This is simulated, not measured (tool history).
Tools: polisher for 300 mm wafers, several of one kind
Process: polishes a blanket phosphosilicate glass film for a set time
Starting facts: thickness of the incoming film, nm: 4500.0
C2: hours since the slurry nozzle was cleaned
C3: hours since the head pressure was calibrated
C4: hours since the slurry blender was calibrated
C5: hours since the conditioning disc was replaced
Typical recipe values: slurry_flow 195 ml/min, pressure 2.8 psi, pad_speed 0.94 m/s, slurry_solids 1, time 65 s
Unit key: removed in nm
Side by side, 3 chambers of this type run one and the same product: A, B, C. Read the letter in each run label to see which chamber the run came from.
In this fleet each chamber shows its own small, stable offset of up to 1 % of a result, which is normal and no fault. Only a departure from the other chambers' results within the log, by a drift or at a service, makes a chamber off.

Run 1C, day 0.188: usual settings; wafers polished on this pad 235; C2 96.1; C3 80.2; C4 264.5; C5 77.6. Result: removed 407.49 nm.
Run 2A, day 0.533: usual settings; wafers polished on this pad 157; C2 414.9; C3 112.8; C4 105.4; C5 155.1. Result: removed 403.60 nm.
Run 3B, day 0.775: usual settings; wafers polished on this pad 453; C2 182.0; C3 771.4; C4 34.3; C5 18.6. Result: removed 408.23 nm.
At day 0.988: chamber B: worn pad replaced by a new one.
Run 4B, day 1.071: usual settings; wafers polished on this pad 24; C2 189.1; C3 778.5; C4 41.4; C5 25.7. Result: removed 421.74 nm.
At day 1.271: chamber C: worn pad replaced by a new one.
At day 1.333: chamber A: slurry blender recalibrated.
Run 5C, day 1.458: usual settings; wafers polished on this pad 54; C2 126.6; C3 110.7; C4 295.0; C5 108.1. Result: removed 401.95 nm.
Run 6A, day 1.854: usual settings but slurry_flow 250 ml/min, time 49 s; wafers polished on this pad 543; C2 446.6; C3 144.5; C4 12.6; C5 186.8. Result: removed 314.71 nm.
Run 7A, day 2.033: usual settings but slurry_flow 250 ml/min, time 49 s; wafers polished on this pad 595; C2 450.9; C3 148.8; C4 16.9; C5 191.1. Result: removed 321.68 nm.
At day 2.296: chamber A: worn pad replaced by a new one.
Run 8B, day 2.338: usual settings but slurry_flow 250 ml/min, time 49 s; wafers polished on this pad 394; C2 219.5; C3 808.9; C4 71.8; C5 56.1. Result: removed 316.44 nm.
Run 9C, day 2.517: usual settings; wafers polished on this pad 363; C2 152.0; C3 136.1; C4 320.4; C5 133.5. Result: removed 410.15 nm.
At day 2.692: chamber B: worn pad replaced by a new one.
Run 10B, day 2.800: usual settings but slurry_flow 160 ml/min, time 82 s; wafers polished on this pad 31; C2 230.6; C3 820.0; C4 82.9; C5 67.2. Result: removed 497.94 nm.
Run 11C, day 3.108: usual settings but slurry_flow 160 ml/min, time 82 s; wafers polished on this pad 536; C2 166.2; C3 150.3; C4 334.6; C5 147.7. Result: removed 501.09 nm.
Run 12A, day 3.388: usual settings but slurry_flow 160 ml/min, time 82 s; wafers polished on this pad 319; C2 483.4; C3 181.3; C4 49.4; C5 223.6. Result: removed 489.00 nm.
At day 3.417: chamber C: worn pad replaced by a new one.
Run 13C, day 3.771: usual settings; wafers polished on this pad 103; C2 182.1; C3 166.2; C4 350.5; C5 163.6. Result: removed 398.60 nm.
Run 14A, day 4.154: usual settings; wafers polished on this pad 543; C2 501.8; C3 199.7; C4 67.8; C5 242.0. Result: removed 403.22 nm.
At day 4.250: chamber B: worn pad replaced by a new one.
At day 4.333: chamber B: slurry blender recalibrated.
Run 15B, day 4.517: usual settings; wafers polished on this pad 78; C2 271.8; C3 861.2; C4 4.5; C5 108.4. Result: removed 411.14 nm.
At day 4.783: chamber A: worn pad replaced by a new one.
Run 16C, day 4.800: usual settings; wafers polished on this pad 404; C2 206.8; C3 190.9; C4 375.2; C5 188.3. Result: removed 402.44 nm.
At day 4.854: chamber B: conditioning disc replaced and pad reconditioned.
Run 17A, day 4.979: usual settings; wafers polished on this pad 57; C2 521.6; C3 219.5; C4 87.6; C5 261.8. Result: removed 400.51 nm.
Run 18B, day 5.283: usual settings; wafers polished on this pad 302; C2 290.2; C3 879.6; C4 22.9; C5 10.4. Result: removed 406.95 nm.
Run 19C, day 5.517: usual settings; wafers polished on this pad 613; C2 224.0; C3 208.1; C4 392.4; C5 205.5. Result: removed 406.41 nm.
At day 5.558: chamber C: worn pad replaced by a new one.
Run 20B, day 5.892: usual settings; wafers polished on this pad 480; C2 304.8; C3 894.2; C4 37.5; C5 25.0. Result: removed 411.07 nm.
At day 6.100: chamber B: worn pad replaced by a new one.
Run 21A, day 6.108: usual settings; wafers polished on this pad 387; C2 548.7; C3 246.6; C4 114.7; C5 288.9. Result: removed 405.27 nm.
Run 22B, day 6.492: usual settings; wafers polished on this pad 114; C2 319.2; C3 908.6; C4 51.9; C5 39.4. Result: removed 410.08 nm.
Run 23A, day 6.812: usual settings; wafers polished on this pad 592; C2 565.6; C3 263.5; C4 131.6; C5 305.8. Result: removed 412.10 nm.
At day 6.908: chamber C: slurry blender recalibrated.
Run 24C, day 7.112: usual settings; wafers polished on this pad 454; C2 262.3; C3 246.4; C4 5.0; C5 243.8. Result: removed 402.75 nm.
At day 7.362: chamber C: worn pad replaced by a new one.
Run 25C, day 7.412: usual settings; wafers polished on this pad 15; C2 269.5; C3 253.6; C4 12.2; C5 251.0. Result: removed 400.80 nm.

Has any chamber moved away from the others, gradually or after a service, or does the common gauge drift, or do the chambers differ only by their own small steady offsets? State the chamber and the most likely cause if one applies.

Nothing is wrong: each chamber keeps only its own small, steady offset and the gauge holds still.
